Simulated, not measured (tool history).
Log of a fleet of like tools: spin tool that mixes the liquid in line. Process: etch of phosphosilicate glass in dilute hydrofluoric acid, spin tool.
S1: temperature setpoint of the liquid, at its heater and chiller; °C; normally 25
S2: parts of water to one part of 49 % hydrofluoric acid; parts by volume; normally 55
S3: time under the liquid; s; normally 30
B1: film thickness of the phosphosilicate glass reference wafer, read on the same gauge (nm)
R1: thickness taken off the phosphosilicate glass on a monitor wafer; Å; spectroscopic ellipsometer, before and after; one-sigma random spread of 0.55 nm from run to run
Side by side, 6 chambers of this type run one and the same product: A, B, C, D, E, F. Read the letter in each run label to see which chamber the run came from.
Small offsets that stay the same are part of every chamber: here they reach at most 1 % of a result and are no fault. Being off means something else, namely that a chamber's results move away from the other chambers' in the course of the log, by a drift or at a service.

| run | day | S1 | S2 | S3 | B1 | R1 |
|---|---|---|---|---|---|---|
| 1C | 0.158 | 25 | 55 | 30 | 80.015 | 698.19 |
| 2A | 0.346 | 25 | 55 | 30 | 79.996 | 684.9 |
| 3E | 0.517 | 25 | 55 | 30 | 79.991 | 686.22 |
| 4B | 0.692 | 25 | 55 | 30 | 79.993 | 698.19 |
| 5D | 0.879 | 25 | 55 | 30 | 79.976 | 684.76 |
| 6F | 1.2 | 25 | 55 | 30 | 79.99 | 689.87 |
| 7B | 1.45 | 25 | 55 | 30 | 79.985 | 682.88 |
| 8A | 1.675 | 25 | 55 | 30 | 79.958 | 698.94 |
| 9F | 1.875 | 25 | 55 | 30 | 79.978 | 693.75 |
| 10E | 2.1 | 25 | 55 | 30 | 79.995 | 692.7 |
| 11C | 2.371 | 25 | 55 | 30 | 79.996 | 695.44 |
| 12D | 2.696 | 25 | 55 | 30 | 79.995 | 692.83 |
| 13B | 2.967 | 25 | 55 | 30 | 80.026 | 685.14 |
| 14F | 3.208 | 25 | 55 | 30 | 79.994 | 695 |
| 15A | 3.488 | 25 | 55 | 30 | 80.026 | 709.93 |
| 16D | 3.733 | 29 | 25 | 30 | 80.004 | 1799.4 |
| 17C | 3.879 | 29 | 25 | 30 | 80.027 | 1895.6 |
| 18E | 4.158 | 29 | 25 | 30 | 80.017 | 1874.3 |
|  | 4.204 | chamber D: thermometer replaced |
| 19F | 4.458 | 29 | 25 | 30 | 80.006 | 1870.8 |
| 20E | 4.758 | 29 | 25 | 30 | 79.99 | 1859 |
| 21D | 4.988 | 29 | 25 | 30 | 79.995 | 1816.4 |
| 22C | 5.225 | 25 | 55 | 30 | 80.003 | 691.79 |
| 23A | 5.404 | 25 | 55 | 30 | 80.004 | 727.24 |
| 24B | 5.567 | 25 | 55 | 30 | 79.992 | 688.99 |
| 25D | 5.792 | 25 | 55 | 30 | 80.005 | 689.11 |
| 26B | 5.938 | 25 | 55 | 30 | 80.028 | 692.93 |
| 27F | 6.167 | 25 | 55 | 30 | 79.996 | 682.09 |
| 28A | 6.312 | 25 | 45 | 35 | 79.992 | 1054.4 |
| 29C | 6.629 | 25 | 45 | 35 | 80.01 | 1002.1 |
| 30E | 6.838 | 25 | 45 | 35 | 80.024 | 981.69 |
| 31F | 7.058 | 25 | 45 | 35 | 80.035 | 991.51 |
| 32C | 7.225 | 25 | 45 | 35 | 80.003 | 1000.6 |
| 33A | 7.488 | 25 | 45 | 35 | 79.998 | 1057.8 |
| 34E | 7.771 | 25 | 55 | 30 | 79.995 | 685.53 |
|  | 7.825 | chamber C: thermometer replaced |
|  | 7.829 | chamber E: hydrofluoric acid flow meter replaced |
| 35B | 7.917 | 25 | 55 | 30 | 80.005 | 691.38 |
| 36D | 8.129 | 25 | 55 | 15 | 80.005 | 341.39 |
| 37B | 8.288 | 25 | 55 | 15 | 80.024 | 348.15 |
| 38F | 8.575 | 25 | 55 | 15 | 80.001 | 346.2 |
| 39A | 8.821 | 25 | 55 | 15 | 79.975 | 364.47 |
| 40E | 9.012 | 25 | 55 | 15 | 80.007 | 344.29 |
| 41C | 9.167 | 25 | 55 | 15 | 79.964 | 342.46 |
| 42D | 9.383 | 25 | 55 | 30 | 80.039 | 669.01 |
| 43E | 9.533 | 25 | 55 | 30 | 79.989 | 684.4 |
| 44D | 9.858 | 25 | 55 | 30 | 80.016 | 682.95 |

Is one chamber off against the others, does the gauge drift, or is nothing wrong? If a chamber is off, say which, and what the likeliest cause is.

One chamber, A, drifts off from the rest bit by bit.
Likeliest cause: hydrofluoric acid flow above the setpoint (%) = 8.75.
Not necessarily distinguishable in this log from: liquid hotter than its thermometer reads (K).

Chamber A could run next with any of the 4 candidate recipes listed below; each alters the usual settings, and their results appear as question marks. Which one brings its results back in line with what the other chambers deliver on the usual settings?
In-line tolerance around the mean of the other chambers on the usual settings: R1 19 Å
| 45A-1 | 10.096 | 25 | 60 | 30 |  | ? |
| 45A-2 | 10.096 | 27 | 55 | 30 |  | ? |
| 45A-3 | 10.096 | 26 | 55 | 30 |  | ? |
| 45A-4 | 10.096 | 24 | 55 | 30 |  | ? |

The other chambers' mean on the usual settings: R1 687.84 Å
| run | R1 |
|---|---|
| 45A-1 | 679.65 |
| 45A-2 | 810.79 |
| 45A-3 | 778.44 |
| 45A-4 | 716.57 |
The answer is 45A-1, which returns the chamber to within the allowed miss of the others.
